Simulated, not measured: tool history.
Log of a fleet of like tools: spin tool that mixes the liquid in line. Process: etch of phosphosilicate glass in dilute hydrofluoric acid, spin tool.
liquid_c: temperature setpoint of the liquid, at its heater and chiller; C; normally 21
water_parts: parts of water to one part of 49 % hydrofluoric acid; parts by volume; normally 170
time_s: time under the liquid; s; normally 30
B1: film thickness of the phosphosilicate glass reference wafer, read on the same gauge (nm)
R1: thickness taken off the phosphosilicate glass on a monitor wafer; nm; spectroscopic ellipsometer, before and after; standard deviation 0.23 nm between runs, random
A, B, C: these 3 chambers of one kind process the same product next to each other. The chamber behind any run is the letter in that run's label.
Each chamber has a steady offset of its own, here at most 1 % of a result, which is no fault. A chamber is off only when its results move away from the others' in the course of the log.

{"run": "1A", "hour": 9.1, "liquid_c": 21, "water_parts": 170, "time_s": 30, "B1": 39.982, "R1": 25.062}
{"run": "2C", "hour": 14.9, "liquid_c": 21, "water_parts": 170, "time_s": 30, "B1": 39.999, "R1": 24.978}
{"run": "3B", "hour": 24.8, "liquid_c": 21, "water_parts": 170, "time_s": 30, "B1": 40.006, "R1": 24.744}
{"run": "4A", "hour": 30.0, "liquid_c": 21, "water_parts": 170, "time_s": 30, "B1": 40.014, "R1": 24.563}
{"run": "5C", "hour": 36.0, "liquid_c": 24.5, "water_parts": 170, "time_s": 30, "B1": 39.998, "R1": 28.222}
{"run": "6B", "hour": 42.4, "liquid_c": 24.5, "water_parts": 170, "time_s": 30, "B1": 39.983, "R1": 28.277}
{"run": "7B", "hour": 47.3, "liquid_c": 24.5, "water_parts": 170, "time_s": 30, "B1": 40.025, "R1": 28.131}
{"run": "8C", "hour": 56.8, "liquid_c": 23.5, "water_parts": 170, "time_s": 30, "B1": 40.006, "R1": 27.061}
{"run": "9A", "hour": 64.4, "liquid_c": 23.5, "water_parts": 170, "time_s": 30, "B1": 40, "R1": 26.934}
{"run": "10C", "hour": 73.0, "liquid_c": 23.5, "water_parts": 170, "time_s": 30, "B1": 40.031, "R1": 27.123}
{"run": "11B", "hour": 79.1, "liquid_c": 21, "water_parts": 170, "time_s": 30, "B1": 40.032, "R1": 23.907}
{"run": "12A", "hour": 89.4, "liquid_c": 21, "water_parts": 170, "time_s": 30, "B1": 39.997, "R1": 24.451}
{"run": "13A", "hour": 99.6, "liquid_c": 21, "water_parts": 170, "time_s": 30, "B1": 40.021, "R1": 24.551}
{"run": "14C", "hour": 109.5, "liquid_c": 21, "water_parts": 170, "time_s": 45, "B1": 39.993, "R1": 37.404}
{"run": "15B", "hour": 117.0, "liquid_c": 21, "water_parts": 170, "time_s": 45, "B1": 40, "R1": 36.137}
{"run": "16B", "hour": 127.2, "liquid_c": 21, "water_parts": 170, "time_s": 45, "B1": 40.007, "R1": 35.135}
{"run": "17A", "hour": 133.4, "liquid_c": 21, "water_parts": 170, "time_s": 30, "B1": 40.007, "R1": 24.745}
{"run": "18C", "hour": 142.0, "liquid_c": 18.5, "water_parts": 205, "time_s": 30, "B1": 40.033, "R1": 17.84}
{"run": "19A", "hour": 148.2, "liquid_c": 18.5, "water_parts": 205, "time_s": 30, "B1": 40.035, "R1": 17.904}
{"run": "20C", "hour": 154.4, "liquid_c": 18.5, "water_parts": 205, "time_s": 30, "B1": 40.011, "R1": 17.914}
{"run": "21B", "hour": 161.0, "liquid_c": 21, "water_parts": 170, "time_s": 40, "B1": 40.009, "R1": 30.683}
{"run": "22C", "hour": 171.4, "liquid_c": 21, "water_parts": 170, "time_s": 40, "B1": 40.025, "R1": 32.936}
{"run": "23A", "hour": 180.9, "liquid_c": 21, "water_parts": 170, "time_s": 40, "B1": 40.001, "R1": 32.619}
{"run": "24B", "hour": 185.5, "liquid_c": 21, "water_parts": 170, "time_s": 30, "B1": 39.988, "R1": 22.465}
{"run": "25B", "hour": 191.9, "liquid_c": 21, "water_parts": 170, "time_s": 30, "B1": 39.992, "R1": 22.5}
{"run": "26C", "hour": 200.5, "liquid_c": 18.5, "water_parts": 170, "time_s": 30, "B1": 40.002, "R1": 22.4}
{"run": "27A", "hour": 210.9, "liquid_c": 18.5, "water_parts": 170, "time_s": 30, "B1": 40.003, "R1": 22.278}
{"run": "28A", "hour": 218.0, "liquid_c": 18.5, "water_parts": 170, "time_s": 30, "B1": 39.985, "R1": 21.906}
{"run": "29C", "hour": 226.2, "liquid_c": 17.5, "water_parts": 170, "time_s": 15, "B1": 40.039, "R1": 10.792}
{"run": "30B", "hour": 232.8, "liquid_c": 17.5, "water_parts": 170, "time_s": 15, "B1": 39.955, "R1": 9.6885}
{"run": "31C", "hour": 237.4, "liquid_c": 17.5, "water_parts": 170, "time_s": 15, "B1": 39.985, "R1": 10.907}

Decide between three cases: one chamber stands off from its peers, the gauge reading all wafers drifts, or nothing is wrong past each chamber's small offset. Where a chamber is off, say which and what most likely put it there.

Little by little, chamber B moves away from the other chambers.
What lies behind it: hydrofluoric acid flow below the setpoint (%) = 10.2.

Chamber B could run next with any of the 4 candidate recipes listed below; each alters the usual settings, and their results appear as question marks. Which one brings its results back in line with what the other chambers deliver on the usual settings?
Maximum distance from the other chambers' mean on the usual settings for a result to count as in line: R1 0.8 nm
{"run": "32B-1", "hour": 244.9, "liquid_c": 21.5, "water_parts": 155, "time_s": 30, "R1": "?"}
{"run": "32B-2", "hour": 244.9, "liquid_c": 18, "water_parts": 170, "time_s": 30, "R1": "?"}
{"run": "32B-3", "hour": 244.9, "liquid_c": 21, "water_parts": 180, "time_s": 30, "R1": "?"}
{"run": "32B-4", "hour": 244.9, "liquid_c": 21, "water_parts": 160, "time_s": 30, "R1": "?"}

Mean of the other chambers on the usual settings: R1 24.67 nm
run=32B-1 R1=24.949
run=32B-2 R1=19.516
run=32B-3 R1=20.473
run=32B-4 R1=23.567
32B-1 brings the chamber back in line.
